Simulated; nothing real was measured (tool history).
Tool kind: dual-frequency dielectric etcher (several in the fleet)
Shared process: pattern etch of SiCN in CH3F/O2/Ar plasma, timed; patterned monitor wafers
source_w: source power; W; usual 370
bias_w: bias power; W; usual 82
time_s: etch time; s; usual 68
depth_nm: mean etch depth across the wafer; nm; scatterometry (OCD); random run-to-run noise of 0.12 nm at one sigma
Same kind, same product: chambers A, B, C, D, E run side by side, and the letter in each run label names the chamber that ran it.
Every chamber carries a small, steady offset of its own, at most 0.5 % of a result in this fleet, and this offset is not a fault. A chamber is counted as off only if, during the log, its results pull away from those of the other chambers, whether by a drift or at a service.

| run | hour | source_w | bias_w | time_s | read-back reference wafer on the same gauge, depth_nm | depth_nm |
|---|---|---|---|---|---|---|
| 1B | 6.1 | 370 | 82 | 68 | 29.451 | 25.931 |
|  | 13.9 | chamber C: source power generator calibrated |
| 2C | 18.2 | 370 | 82 | 68 | 29.485 | 25.955 |
| 3E | 28.2 | 370 | 82 | 68 | 29.544 | 25.529 |
| 4D | 39.6 | 370 | 82 | 68 | 29.507 | 26.017 |
| 5A | 47.7 | 370 | 82 | 68 | 29.461 | 25.9 |
|  | 49.2 | chamber B: wet clean of the chamber |
| 6E | 59.9 | 370 | 82 | 68 | 29.516 | 25.815 |
|  | 64.4 | chamber E: wet clean of the chamber |
| 7D | 66.9 | 370 | 82 | 68 | 29.491 | 25.859 |
| 8C | 77.6 | 370 | 82 | 68 | 29.442 | 26.047 |
| 9A | 84.5 | 370 | 82 | 68 | 29.487 | 26.079 |
| 10B | 91.8 | 370 | 82 | 68 | 29.489 | 25.953 |
| 11A | 98.3 | 370 | 82 | 68 | 29.483 | 26.049 |
| 12E | 104.1 | 370 | 82 | 68 | 29.511 | 25.921 |
| 13B | 113.5 | 370 | 82 | 68 | 29.464 | 25.984 |
| 14C | 118.9 | 370 | 82 | 68 | 29.492 | 25.927 |
| 15D | 127.3 | 370 | 74 | 68 | 29.489 | 25.137 |
|  | 130.1 | chamber D: source power generator calibrated |
| 16E | 137.1 | 370 | 74 | 68 | 29.461 | 24.66 |
| 17A | 143.6 | 370 | 74 | 68 | 29.523 | 25.211 |
| 18D | 152.6 | 370 | 74 | 68 | 29.486 | 25.017 |
| 19C | 158.1 | 370 | 74 | 68 | 29.52 | 25.043 |
| 20B | 167.4 | 370 | 82 | 68 | 29.508 | 25.777 |
| 21D | 176.7 | 370 | 82 | 68 | 29.474 | 26.123 |
| 22E | 187 | 370 | 82 | 68 | 29.52 | 25.757 |
| 23C | 198.6 | 370 | 82 | 68 | 29.507 | 26.246 |
| 24B | 208.1 | 430 | 65 | 68 | 29.48 | 25.585 |
| 25A | 219.2 | 430 | 65 | 68 | 29.474 | 25.518 |
| 26C | 230.2 | 430 | 65 | 68 | 29.457 | 25.708 |
| 27B | 242.1 | 430 | 65 | 68 | 29.488 | 25.433 |
| 28D | 251.1 | 430 | 65 | 68 | 29.54 | 25.432 |
| 29A | 259.9 | 370 | 82 | 68 | 29.499 | 26.177 |
| 30E | 270.7 | 370 | 82 | 68 | 29.513 | 25.669 |
| 31D | 277.1 | 370 | 82 | 68 | 29.495 | 26.064 |
| 32C | 287.2 | 370 | 82 | 68 | 29.517 | 26.087 |
| 33B | 292.8 | 370 | 82 | 68 | 29.45 | 26.046 |
| 34E | 300.3 | 370 | 82 | 51 | 29.512 | 19.366 |

Each of the 5 chambers runs these same settings next. Fill in every chamber's results:
| 35A | 309.2 | 370 | 82 | 68 |  | ? |
| 35B | 309.2 | 370 | 82 | 68 |  | ? |
| 35C | 309.2 | 370 | 82 | 68 |  | ? |
| 35D | 309.2 | 370 | 82 | 68 |  | ? |
| 35E | 309.2 | 370 | 82 | 68 |  | ? |

| run | depth_nm |
|---|---|
| 35A | 26 |
| 35B | 25.962 |
| 35C | 26.169 |
| 35D | 26.166 |
| 35E | 25.757 |

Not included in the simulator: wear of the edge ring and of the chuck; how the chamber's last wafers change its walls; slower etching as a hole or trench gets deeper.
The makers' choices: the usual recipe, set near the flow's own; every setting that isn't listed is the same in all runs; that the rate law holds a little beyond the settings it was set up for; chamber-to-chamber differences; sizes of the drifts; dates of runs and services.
